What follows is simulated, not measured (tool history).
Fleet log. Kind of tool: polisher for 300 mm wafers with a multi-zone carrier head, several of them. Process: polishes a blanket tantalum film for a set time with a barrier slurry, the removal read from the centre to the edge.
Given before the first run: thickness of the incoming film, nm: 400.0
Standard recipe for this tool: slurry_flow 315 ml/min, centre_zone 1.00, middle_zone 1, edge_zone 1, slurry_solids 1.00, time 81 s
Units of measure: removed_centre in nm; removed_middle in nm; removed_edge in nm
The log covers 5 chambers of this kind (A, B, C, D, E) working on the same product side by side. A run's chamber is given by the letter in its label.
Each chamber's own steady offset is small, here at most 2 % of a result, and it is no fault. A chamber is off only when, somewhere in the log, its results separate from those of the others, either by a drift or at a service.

Run 1E, hour 7.3: usual settings. Result: removed_centre 100.720 nm, removed_middle 100.500 nm, removed_edge 99.759 nm.
At hour 9.6: chamber E: worn pad replaced by a new one.
Run 2D, hour 20.0: usual settings. Result: removed_centre 101.320 nm, removed_middle 100.200 nm, removed_edge 98.984 nm.
At hour 21.9: chamber D: worn pad replaced by a new one.
Run 3C, hour 29.0: usual settings. Result: removed_centre 98.816 nm, removed_middle 98.864 nm, removed_edge 100.000 nm.
Run 4A, hour 40.5: usual settings. Result: removed_centre 102.030 nm, removed_middle 100.870 nm, removed_edge 100.140 nm.
At hour 40.9: chamber B: worn pad replaced by a new one.
At hour 42.1: chamber C: edge zone pressure recalibrated.
Run 5B, hour 54.5: usual settings. Result: removed_centre 99.471 nm, removed_middle 100.480 nm, removed_edge 99.305 nm.
At hour 54.7: chamber A: worn pad replaced by a new one.
At hour 56.6: chamber C: worn pad replaced by a new one.
Run 6B, hour 65.3: usual settings but time 72 s. Result: removed_centre 88.765 nm, removed_middle 89.727 nm, removed_edge 88.008 nm.
Run 7E, hour 73.5: usual settings but time 72 s. Result: removed_centre 90.244 nm, removed_middle 87.599 nm, removed_edge 88.272 nm.
At hour 74.2: chamber E: worn pad replaced by a new one.
Run 8A, hour 82.9: usual settings but time 72 s. Result: removed_centre 91.058 nm, removed_middle 89.086 nm, removed_edge 88.549 nm.
Run 9C, hour 95.8: usual settings but time 72 s. Result: removed_centre 89.635 nm, removed_middle 89.453 nm, removed_edge 88.890 nm.
At hour 101.1: chamber A: edge zone pressure recalibrated.
Run 10D, hour 104.6: usual settings but time 72 s. Result: removed_centre 88.926 nm, removed_middle 88.603 nm, removed_edge 88.968 nm.
At hour 108.0: chamber C: centre zone pressure recalibrated.
Run 11E, hour 115.8: usual settings. Result: removed_centre 100.430 nm, removed_middle 100.140 nm, removed_edge 99.378 nm.
At hour 118.3: chamber C: worn pad replaced by a new one.
Run 12A, hour 121.8: usual settings. Result: removed_centre 101.380 nm, removed_middle 101.030 nm, removed_edge 99.947 nm.
At hour 121.9: chamber D: worn pad replaced by a new one.
At hour 128.4: chamber A: worn pad replaced by a new one.
Run 13D, hour 135.6: usual settings. Result: removed_centre 99.550 nm, removed_middle 98.578 nm, removed_edge 98.874 nm.
At hour 141.5: chamber B: worn pad replaced by a new one.
Run 14B, hour 141.7: usual settings. Result: removed_centre 99.250 nm, removed_middle 101.710 nm, removed_edge 98.850 nm.
At hour 146.0: chamber E: worn pad replaced by a new one.
At hour 148.0: chamber C: slurry nozzle cleaned.
Run 15C, hour 151.2: usual settings. Result: removed_centre 99.748 nm, removed_middle 100.550 nm, removed_edge 98.470 nm.
Run 16E, hour 160.3: usual settings. Result: removed_centre 101.000 nm, removed_middle 100.300 nm, removed_edge 100.270 nm.
At hour 165.4: chamber D: slurry nozzle cleaned.
Run 17D, hour 170.5: usual settings. Result: removed_centre 101.460 nm, removed_middle 100.580 nm, removed_edge 99.765 nm.
At hour 175.8: chamber B: edge zone pressure recalibrated.
Run 18A, hour 180.2: usual settings. Result: removed_centre 102.080 nm, removed_middle 100.700 nm, removed_edge 100.030 nm.
At hour 180.7: chamber C: worn pad replaced by a new one.
Run 19B, hour 190.8: usual settings but centre_zone 0.94. Result: removed_centre 94.659 nm, removed_middle 102.300 nm, removed_edge 98.430 nm.
Run 20C, hour 197.1: usual settings but centre_zone 0.94. Result: removed_centre 93.409 nm, removed_middle 101.030 nm, removed_edge 99.457 nm.
Run 21D, hour 205.4: usual settings but centre_zone 0.94. Result: removed_centre 94.902 nm, removed_middle 99.569 nm, removed_edge 98.824 nm.
At hour 210.9: chamber E: edge zone pressure recalibrated.
Run 22B, hour 212.6: usual settings but centre_zone 0.94. Result: removed_centre 95.463 nm, removed_middle 101.040 nm, removed_edge 99.173 nm.
At hour 213.4: chamber E: worn pad replaced by a new one.
At hour 218.1: chamber A: worn pad replaced by a new one.
At hour 222.2: chamber D: centre zone pressure recalibrated.
Run 23A, hour 223.0: usual settings but centre_zone 0.94. Result: removed_centre 95.580 nm, removed_middle 102.180 nm, removed_edge 100.090 nm.
At hour 230.7: chamber D: worn pad replaced by a new one.
Run 24E, hour 231.6: usual settings. Result: removed_centre 102.430 nm, removed_middle 101.470 nm, removed_edge 99.164 nm.
At hour 237.4: chamber B: worn pad replaced by a new one.
Run 25C, hour 238.8: usual settings. Result: removed_centre 98.307 nm, removed_middle 100.030 nm, removed_edge 97.416 nm.
At hour 240.8: chamber B: slurry nozzle cleaned.
At hour 243.3: chamber C: worn pad replaced by a new one.
Run 26C, hour 245.6: usual settings. Result: removed_centre 101.930 nm, removed_middle 99.878 nm, removed_edge 98.624 nm.
Run 27B, hour 254.6: usual settings. Result: removed_centre 99.538 nm, removed_middle 101.170 nm, removed_edge 98.724 nm.
Run 28D, hour 262.8: usual settings but slurry_flow 375 ml/min. Result: removed_centre 102.770 nm, removed_middle 100.630 nm, removed_edge 102.290 nm.
Run 29A, hour 270.9: usual settings but slurry_flow 375 ml/min. Result: removed_centre 102.910 nm, removed_middle 101.120 nm, removed_edge 100.680 nm.
At hour 280.7: chamber E: worn pad replaced by a new one.
Run 30E, hour 283.0: usual settings but slurry_flow 375 ml/min. Result: removed_centre 104.330 nm, removed_middle 102.170 nm, removed_edge 101.040 nm.
At hour 283.6: chamber E: slurry nozzle cleaned.
Run 31D, hour 293.4: usual settings but slurry_flow 375 ml/min. Result: removed_centre 104.180 nm, removed_middle 100.180 nm, removed_edge 101.390 nm.
At hour 302.1: chamber A: worn pad replaced by a new one.
Run 32B, hour 302.3: usual settings but slurry_flow 375 ml/min. Result: removed_centre 103.950 nm, removed_middle 103.790 nm, removed_edge 99.206 nm.
At hour 302.7: chamber C: worn pad replaced by a new one.
Run 33A, hour 313.7: usual settings but centre_zone 1.05, slurry_solids 1.25. Result: removed_centre 113.550 nm, removed_middle 105.360 nm, removed_edge 105.740 nm.
Run 34E, hour 326.9: usual settings but centre_zone 1.05, slurry_solids 1.25. Result: removed_centre 111.360 nm, removed_middle 106.790 nm, removed_edge 104.700 nm.
Run 35C, hour 340.1: usual settings but centre_zone 1.05, slurry_solids 1.25. Result: removed_centre 112.950 nm, removed_middle 106.020 nm, removed_edge 102.700 nm.
At hour 341.2: chamber B: worn pad replaced by a new one.
Run 36B, hour 348.8: usual settings but centre_zone 1.05, slurry_solids 1.25. Result: removed_centre 113.190 nm, removed_middle 107.560 nm, removed_edge 104.760 nm.

For the next run the whole fleet of 5 chambers uses the same settings. Give each chamber's results:
Run 37A, hour 358.9: usual settings. Result: removed_centre ?, removed_middle ?, removed_edge ?.
Run 37B, hour 358.9: usual settings. Result: removed_centre ?, removed_middle ?, removed_edge ?.
Run 37C, hour 358.9: usual settings. Result: removed_centre ?, removed_middle ?, removed_edge ?.
Run 37D, hour 358.9: usual settings. Result: removed_centre ?, removed_middle ?, removed_edge ?.
Run 37E, hour 358.9: usual settings. Result: removed_centre ?, removed_middle ?, removed_edge ?.

run  removed_centre  removed_middle  removed_edge
37A          99.986          99.765       100.090
37B         101.480         101.260       101.140
37C         100.140          99.583        99.091
37D         101.080         100.190       101.770
37E          98.943          99.697       100.610
